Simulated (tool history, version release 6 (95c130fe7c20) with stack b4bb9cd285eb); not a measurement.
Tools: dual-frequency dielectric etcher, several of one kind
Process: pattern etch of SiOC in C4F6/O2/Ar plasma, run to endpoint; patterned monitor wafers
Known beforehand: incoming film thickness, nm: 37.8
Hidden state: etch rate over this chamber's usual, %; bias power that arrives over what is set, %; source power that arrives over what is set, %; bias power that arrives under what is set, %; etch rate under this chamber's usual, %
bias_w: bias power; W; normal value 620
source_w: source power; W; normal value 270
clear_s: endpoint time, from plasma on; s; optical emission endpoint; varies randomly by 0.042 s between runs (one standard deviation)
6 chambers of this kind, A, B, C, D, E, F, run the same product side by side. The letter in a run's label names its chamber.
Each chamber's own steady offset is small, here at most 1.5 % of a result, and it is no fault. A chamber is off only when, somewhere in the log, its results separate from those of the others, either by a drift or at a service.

| run | hour | bias_w | source_w | hours since the last wet clean | hours since the last bias power generator calibration | hours since the last source power generator calibration | clear_s |
|---|---|---|---|---|---|---|---|
| 1A | 10.3 | 620 | 270 | 86.8 | 1770.2 | 408.5 | 13.499 |
| 2E | 18.9 | 620 | 270 | 205.9 | 2412.7 | 151.4 | 13.501 |
| 3F | 29.8 | 620 | 270 | 371.5 | 2467.1 | 2427.5 | 13.608 |
| 4D | 39.0 | 620 | 270 | 467.5 | 816.9 | 1554.0 | 13.517 |
| 5B | 49.2 | 620 | 270 | 204.7 | 726.5 | 1603.6 | 13.573 |
| 6C | 55.5 | 620 | 300 | 238.1 | 1760.7 | 2499.5 | 12.895 |
| 7A | 65.9 | 620 | 300 | 142.4 | 1825.8 | 464.1 | 13.001 |
| 8C | 71.6 | 620 | 300 | 254.2 | 1776.8 | 2515.6 | 12.866 |
| 9F | 76.7 | 620 | 300 | 418.4 | 2514.0 | 2474.4 | 13.160 |
| 10B | 87.1 | 620 | 300 | 242.6 | 764.4 | 1641.5 | 12.975 |
| 11D | 96.6 | 620 | 300 | 525.1 | 874.5 | 1611.6 | 12.990 |
| 12E | 105.1 | 620 | 270 | 292.1 | 2498.9 | 237.6 | 13.599 |
| 13A | 112.2 | 620 | 270 | 188.7 | 1872.1 | 510.4 | 13.524 |
| 14E | 119.0 | 620 | 270 | 306.0 | 2512.8 | 251.5 | 13.552 |
| 15C | 124.0 | 620 | 270 | 306.6 | 1829.2 | 2568.0 | 13.466 |
|  | 125.1 | chamber D: wet clean of the chamber |
| 16F | 134.6 | 493 | 270 | 476.3 | 2571.9 | 2532.3 | 15.020 |
| 17D | 140.1 | 493 | 270 | 15.1 | 918.0 | 1655.1 | 14.781 |
| 18B | 146.2 | 493 | 270 | 301.7 | 823.5 | 1700.6 | 14.764 |
| 19F | 151.2 | 493 | 270 | 492.9 | 2588.5 | 2548.9 | 14.950 |
| 20B | 157.3 | 493 | 270 | 312.8 | 834.6 | 1711.7 | 14.805 |
| 21C | 162.4 | 493 | 270 | 345.0 | 1867.6 | 2606.4 | 14.609 |
| 22E | 170.9 | 620 | 270 | 357.9 | 2564.7 | 303.4 | 13.622 |
|  | 172.7 | chamber F: wet clean of the chamber |
| 23D | 177.4 | 620 | 270 | 52.4 | 955.3 | 1692.4 | 13.469 |
| 24A | 182.6 | 620 | 270 | 259.1 | 1942.5 | 580.8 | 13.559 |
| 25F | 188.6 | 620 | 270 | 16.0 | 2625.9 | 2586.3 | 13.704 |
| 26C | 199.2 | 620 | 270 | 381.8 | 1904.4 | 2643.2 | 13.466 |
| 27A | 204.8 | 620 | 270 | 281.3 | 1964.7 | 603.0 | 13.415 |
|  | 208.8 | chamber C: source power generator calibrated |
| 28D | 213.3 | 620 | 270 | 88.3 | 991.2 | 1728.3 | 13.479 |
| 29E | 218.4 | 524 | 230 | 405.4 | 2612.2 | 350.9 | 15.434 |
| 30B | 229.4 | 524 | 230 | 384.9 | 906.7 | 1783.8 | 15.275 |
| 31A | 237.1 | 524 | 230 | 313.6 | 1997.0 | 635.3 | 15.337 |
| 32F | 246.1 | 524 | 230 | 73.5 | 2683.4 | 2643.8 | 15.559 |
| 33D | 256.4 | 524 | 230 | 131.4 | 1034.3 | 1771.4 | 15.267 |
|  | 258.3 | chamber C: wet clean of the chamber |
| 34E | 263.2 | 524 | 230 | 450.2 | 2657.0 | 395.7 | 15.587 |
| 35B | 268.1 | 620 | 270 | 423.6 | 945.4 | 1822.5 | 13.585 |
| 36C | 279.3 | 620 | 300 | 21.1 | 1984.5 | 70.6 | 12.893 |
|  | 282.9 | chamber A: wet clean of the chamber |
| 37F | 288.0 | 620 | 300 | 115.4 | 2725.3 | 2685.7 | 13.084 |
| 38A | 298.7 | 620 | 300 | 15.8 | 2058.6 | 696.9 | 12.996 |
| 39B | 307.4 | 620 | 300 | 462.9 | 984.7 | 1861.8 | 13.070 |
| 40D | 314.2 | 620 | 300 | 189.2 | 1092.1 | 1829.2 | 12.951 |
| 41C | 325.1 | 620 | 300 | 66.9 | 2030.3 | 116.4 | 12.887 |
| 42E | 334.3 | 620 | 300 | 521.3 | 2728.1 | 466.8 | 13.350 |

Which is it: a chamber that has drifted or been left off by a service, a gauge drift common to all chambers, or only each chamber's usual small offset? If a chamber is off, name it and its likeliest cause.

It is chamber E that slowly wanders off from its peers.
Likeliest cause: etch rate under this chamber's usual, % = 2.62.

Below are 4 candidate recipes for chamber E's next run, each the usual settings with a change, their results shown as question marks. Which of them brings E's results back in line with what the other chambers give on the usual settings?
In line means no further than this from the other chambers' mean on the usual settings: clear_s 0.150 s
| 43E-1 | 342.4 | 535 | 270 |  |  |  | ? |
| 43E-2 | 342.4 | 664 | 290 |  |  |  | ? |
| 43E-3 | 342.4 | 643 | 280 |  |  |  | ? |
| 43E-4 | 342.4 | 620 | 250 |  |  |  | ? |

On the usual settings, the other chambers give on average: clear_s 13.518 s
| run | clear_s |
|---|---|
| 43E-1 | 14.679 |
| 43E-2 | 13.173 |
| 43E-3 | 13.506 |
| 43E-4 | 14.263 |
43E-3 puts the chamber back in line with the other chambers.
